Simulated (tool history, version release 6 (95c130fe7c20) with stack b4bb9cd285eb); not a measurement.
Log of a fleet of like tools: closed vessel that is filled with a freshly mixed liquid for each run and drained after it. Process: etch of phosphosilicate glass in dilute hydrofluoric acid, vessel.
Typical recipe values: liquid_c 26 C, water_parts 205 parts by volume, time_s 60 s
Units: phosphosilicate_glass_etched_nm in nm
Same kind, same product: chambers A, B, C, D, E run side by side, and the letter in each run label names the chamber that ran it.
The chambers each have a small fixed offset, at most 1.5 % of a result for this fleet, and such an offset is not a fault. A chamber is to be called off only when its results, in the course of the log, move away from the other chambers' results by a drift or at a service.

run     day  liquid_c  water_parts  time_s  hours since the thermometer was replaced  hours since the hydrofluoric acid flow meter was replaced  read-back film thickness of the phosphosilicate glass reference wafer, read on the same gauge (nm)  phosphosilicate_glass_etched_nm
 1A   0.562        26          205      60                                      44.9                                                      829.6                                                                                              80.012                           48.469
 2E   0.967        26          205      60                                     942.1                                                     1607.9                                                                                              79.983                           47.487
 3B   1.225        26          205      60                                     954.9                                                        856                                                                                              79.978                           48.741
 4D   1.533        26          205      60                                    1515.7                                                      223.4                                                                                              80.024                           47.775
      1.629  -- chamber A: hydrofluoric acid flow meter replaced
 5C   2.058        26          205      60                                      1193                                                        639                                                                                              80.002                           47.812
 6E   2.479        26          205      60                                     978.4                                                     1644.2                                                                                              79.982                           48.498
 7C   2.775        26          205      60                                    1210.2                                                      656.2                                                                                              79.984                           48.214
 8D   3.067        26          205      60                                    1552.5                                                      260.2                                                                                              79.992                           47.633
 9A   3.442        26          205      60                                       114                                                       43.5                                                                                              79.968                           48.798
10B   3.917        26          205      60                                    1019.5                                                      920.6                                                                                              80.006                           48.588
11A     4.2        26          205      60                                     132.2                                                       61.7                                                                                              80.019                            48.52
12B   4.488        30          205      60                                    1033.2                                                      934.3                                                                                              79.983                           55.729
13C   4.825        30          205      60                                    1259.4                                                      705.4                                                                                              79.997                           55.355
14D   5.117        30          205      60                                    1601.7                                                      309.4                                                                                              79.996                           54.633
15E   5.583        30          205      60                                    1052.9                                                     1718.7                                                                                              80.034                           55.457
16D    6.15        30          205      60                                    1626.5                                                      334.2                                                                                              79.999                           54.511
17C   6.696        26          205      60                                    1304.3                                                      750.3                                                                                              80.005                           48.213
18A   7.033        26          205      60                                     200.2                                                      129.7                                                                                              79.945                           48.829
19E   7.362        26          205      60                                    1095.6                                                     1761.4                                                                                              80.009                           48.274
20B   7.746        26          255      40                                    1111.4                                                     1012.5                                                                                              79.997                           24.582
21B     8.1        26          255      40                                    1119.9                                                       1021                                                                                               79.99                           24.408
      8.129  -- chamber B: hydrofluoric acid flow meter replaced
22D     8.6        26          255      40                                    1685.3                                                        393                                                                                              80.003                           24.231
23A   9.108        26          255      40                                       250                                                      179.5                                                                                              80.013                           24.704
24C   9.433        26          255      40                                      1370                                                        816                                                                                              80.008                           24.458
25E   9.929        26          205      60                                    1157.2                                                       1823                                                                                              79.994                           48.115
26C  10.283        26          205      60                                    1390.4                                                      836.4                                                                                               80.02                           48.116
     10.625  -- chamber D: thermometer replaced
27A  10.833        26          205      60                                     291.4                                                      220.9                                                                                              80.008                           48.925
28E  11.312        26          205      60                                    1190.4                                                     1856.2                                                                                               79.99                           48.075
29B  11.679        26          205      60                                    1205.8                                                       85.3                                                                                              80.022                           48.753
30D      12        28          295      60                                        33                                                      474.6                                                                                              80.003                           31.874
31C  12.479        28          295      60                                    1443.1                                                      889.1                                                                                              80.019                           32.689

Next, all 5 chambers run the settings below, one line each with question marks for the results. What does each chamber give?
32A  12.883        26          165      60                                                                                                                                                                                                                                         ?
32B  12.883        26          165      60                                                                                                                                                                                                                                         ?
32C  12.883        26          165      60                                                                                                                                                                                                                                         ?
32D  12.883        26          165      60                                                                                                                                                                                                                                         ?
32E  12.883        26          165      60                                                                                                                                                                                                                                         ?

run  phosphosilicate_glass_etched_nm
32A                            63.17
32B                           62.734
32C                           62.411
32D                           62.594
32E                           62.159
